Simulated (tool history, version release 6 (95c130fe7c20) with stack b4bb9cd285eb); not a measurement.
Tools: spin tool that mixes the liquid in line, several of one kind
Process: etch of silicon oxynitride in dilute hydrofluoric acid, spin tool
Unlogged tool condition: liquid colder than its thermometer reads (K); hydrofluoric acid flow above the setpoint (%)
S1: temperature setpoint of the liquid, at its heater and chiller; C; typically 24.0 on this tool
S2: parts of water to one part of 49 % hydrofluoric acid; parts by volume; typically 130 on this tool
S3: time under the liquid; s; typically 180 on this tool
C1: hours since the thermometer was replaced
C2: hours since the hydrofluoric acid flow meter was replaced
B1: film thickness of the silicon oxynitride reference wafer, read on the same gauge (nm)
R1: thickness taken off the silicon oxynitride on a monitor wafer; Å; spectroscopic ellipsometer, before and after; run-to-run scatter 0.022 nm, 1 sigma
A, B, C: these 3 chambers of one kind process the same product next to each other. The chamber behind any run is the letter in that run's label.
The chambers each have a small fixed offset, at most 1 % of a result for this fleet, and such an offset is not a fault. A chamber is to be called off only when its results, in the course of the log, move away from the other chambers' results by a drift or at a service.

| run | hour | S1 | S2 | S3 | C1 | C2 | B1 | R1 |
|---|---|---|---|---|---|---|---|---|
| 1B | 4.0 | 24.0 | 130 | 180 | 1573.1 | 264.4 | 110.00 | 31.6350 |
| 2A | 7.8 | 24.0 | 130 | 180 | 963.9 | 930.8 | 110.00 | 32.8470 |
| 3C | 13.8 | 24.0 | 130 | 180 | 888.8 | 628.9 | 110.03 | 32.7730 |
| 4C | 20.8 | 24.0 | 130 | 180 | 895.8 | 635.9 | 109.98 | 33.0600 |
| 5B | 24.7 | 24.0 | 130 | 180 | 1593.8 | 285.1 | 109.98 | 32.1770 |
| 6A | 32.1 | 24.0 | 130 | 180 | 988.2 | 955.1 | 109.99 | 32.1710 |
| 7C | 39.5 | 24.0 | 130 | 180 | 914.5 | 654.6 | 110.00 | 33.1430 |
| 8A | 44.9 | 24.0 | 130 | 180 | 1001.0 | 967.9 | 110.03 | 32.6080 |
| 9B | 48.8 | 24.0 | 130 | 180 | 1617.9 | 309.2 | 110.00 | 31.5880 |
| 10A | 56.2 | 24.0 | 130 | 180 | 1012.3 | 979.2 | 110.00 | 32.3130 |
| 11C | 62.9 | 24.0 | 130 | 180 | 937.9 | 678.0 | 109.99 | 32.0670 |
| 12B | 69.5 | 24.0 | 130 | 180 | 1638.6 | 329.9 | 110.02 | 32.0200 |
| 13A | 75.7 | 24.0 | 130 | 180 | 1031.8 | 998.7 | 109.99 | 32.5310 |
| 14C | 79.8 | 24.0 | 130 | 180 | 954.8 | 694.9 | 110.03 | 32.3140 |
| 15B | 83.4 | 24.0 | 130 | 180 | 1652.5 | 343.8 | 110.02 | 32.0060 |
| 16C | 89.6 | 24.0 | 130 | 180 | 964.6 | 704.7 | 110.01 | 31.7680 |
| 17A | 94.8 | 24.0 | 130 | 180 | 1050.9 | 1017.8 | 109.99 | 32.6030 |
| 18B | 101.2 | 24.0 | 130 | 180 | 1670.3 | 361.6 | 110.00 | 32.1370 |
| 19B | 106.0 | 24.0 | 130 | 180 | 1675.1 | 366.4 | 110.00 | 32.2370 |
| 20C | 112.5 | 24.0 | 130 | 180 | 987.5 | 727.6 | 109.99 | 31.0300 |
| 21A | 116.4 | 27.5 | 130 | 180 | 1072.5 | 1039.4 | 109.99 | 37.8440 |
| 22B | 120.2 | 27.5 | 130 | 180 | 1689.3 | 380.6 | 110.00 | 37.8520 |
| 23C | 126.5 | 27.5 | 130 | 180 | 1001.5 | 741.6 | 110.00 | 36.1930 |
| 24A | 130.1 | 24.0 | 130 | 180 | 1086.2 | 1053.1 | 110.00 | 32.5000 |
| 25B | 136.2 | 24.0 | 175 | 70 | 1705.3 | 396.6 | 109.99 | 8.8339 |
| 26A | 142.5 | 24.0 | 175 | 70 | 1098.6 | 1065.5 | 109.97 | 9.1294 |
| 27C | 146.0 | 24.0 | 175 | 70 | 1021.0 | 761.1 | 110.00 | 8.4406 |

Read the log: is a single chamber off, either drifting away or since a service, is the gauge that measures every chamber drifting, or is nothing wrong beyond small per-chamber offsets? Name any odd chamber and what most likely caused it.

It is chamber C that slowly wanders off from its peers.
Most likely cause: liquid colder than its thermometer reads (K) = 1.68.
It could be hard to tell apart here from: hydrofluoric acid flow below the setpoint (%).

Here are 4 candidates for chamber C's next run, each the usual settings with a change, their results left as question marks. Which one brings its results back in line with what the others give on the usual settings?
In line means no further than this from the other chambers' mean on the usual settings: R1 0.7700 Å
| 28C-1 | 151.6 | 24.0 | 135 | 165 |  |  |  | ? |
| 28C-2 | 151.6 | 24.0 | 135 | 175 |  |  |  | ? |
| 28C-3 | 151.6 | 24.5 | 130 | 200 |  |  |  | ? |
| 28C-4 | 151.6 | 24.0 | 125 | 185 |  |  |  | ? |

Average result of the remaining chambers running the usual settings: R1 32.3090 Å
| run | R1 |
|---|---|
| 28C-1 | 26.5980 |
| 28C-2 | 28.2100 |
| 28C-3 | 34.4310 |
| 28C-4 | 32.4690 |
The answer is 28C-4, which returns the chamber to within the allowed miss of the others.
